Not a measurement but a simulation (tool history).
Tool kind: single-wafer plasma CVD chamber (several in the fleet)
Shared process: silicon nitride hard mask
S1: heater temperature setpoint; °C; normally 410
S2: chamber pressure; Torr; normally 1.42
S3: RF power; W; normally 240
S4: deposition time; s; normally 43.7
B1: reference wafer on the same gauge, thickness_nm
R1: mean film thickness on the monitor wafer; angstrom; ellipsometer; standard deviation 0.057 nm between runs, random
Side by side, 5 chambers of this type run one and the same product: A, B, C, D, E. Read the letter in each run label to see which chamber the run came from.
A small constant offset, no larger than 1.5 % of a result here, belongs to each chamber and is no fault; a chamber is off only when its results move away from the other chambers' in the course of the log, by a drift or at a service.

run,day,S1,S2,S3,S4,B1,R1
1C,0.096,410,1.42,240,43.7,33.597,420.36
2A,0.279,410,1.42,240,43.7,33.607,418.70
3E,0.467,410,1.42,240,43.7,33.612,419.55
4B,0.588,410,1.42,240,43.7,33.614,412.03
5D,0.725,410,1.42,240,43.7,33.618,416.45
6E,0.846,410,1.42,240,43.7,33.619,420.39
7A,0.971,410,1.26,240,47.9,33.632,443.30
8B,1.125,410,1.26,240,47.9,33.633,435.36
9C,1.317,410,1.26,240,47.9,33.629,445.17
10D,1.454,410,1.26,240,47.9,33.634,439.71
11A,1.633,410,1.26,240,47.9,33.647,442.48
12D,1.804,410,1.42,240,43.7,33.644,416.38
13E,1.933,410,1.42,240,43.7,33.651,419.86
14C,2.038,410,1.42,240,43.7,33.658,420.96
15B,2.150,410,1.42,240,43.7,33.668,412.61
16D,2.296,410,1.42,240,43.7,33.659,417.07
17E,2.483,410,1.42,240,43.7,33.670,421.31
18C,2.625,410,1.42,240,43.7,33.668,421.60
19A,2.796,410,1.42,240,43.7,33.672,419.66
20B,2.962,410,1.28,240,43.7,33.674,399.59
21B,3.171,410,1.28,240,43.7,33.696,400.28
22E,3.383,410,1.28,240,43.7,33.696,407.97
23A,3.508,410,1.28,240,43.7,33.679,406.22
24C,3.683,410,1.28,240,43.7,33.706,409.15
25D,3.788,410,1.42,240,43.7,33.702,416.59
26E,3.896,410,1.42,240,43.7,33.710,421.12
27C,4.017,410,1.42,240,43.7,33.718,421.64
28A,4.125,410,1.42,240,43.7,33.713,420.75
29D,4.225,410,1.42,240,43.7,33.727,417.18
# day 4.246: chamber B: RF generator calibrated
30B,4.400,410,1.42,240,43.7,33.724,412.97
31D,4.604,410,1.42,240,43.7,33.724,417.76
32A,4.721,410,1.13,210,43.7,33.734,354.43
33B,4.900,410,1.13,210,43.7,33.743,349.87
34E,5.100,410,1.13,210,43.7,33.750,357.57
35C,5.304,410,1.13,210,43.7,33.750,357.10
36D,5.496,410,1.13,210,43.7,33.752,353.62
37A,5.675,410,1.42,240,43.7,33.763,420.66
38B,5.862,410,1.42,240,39.6,33.756,375.94
39C,6.062,410,1.42,240,39.6,33.764,383.96
40E,6.217,410,1.42,240,39.6,33.778,382.65
# day 6.283: chamber D: capacitance manometer re-zeroed and calibrated
41C,6.367,410,1.42,240,39.6,33.775,383.57
42D,6.554,410,1.42,240,39.6,33.774,378.45

Is one chamber off against the others, does the gauge drift, or is nothing wrong? If a chamber is off, say which, and what the likeliest cause is.

No chamber is off; the gauge reading every chamber's wafers drifts, which makes the whole fleet appear to move together.
Cause: gauge reads high (%) = 0.561.
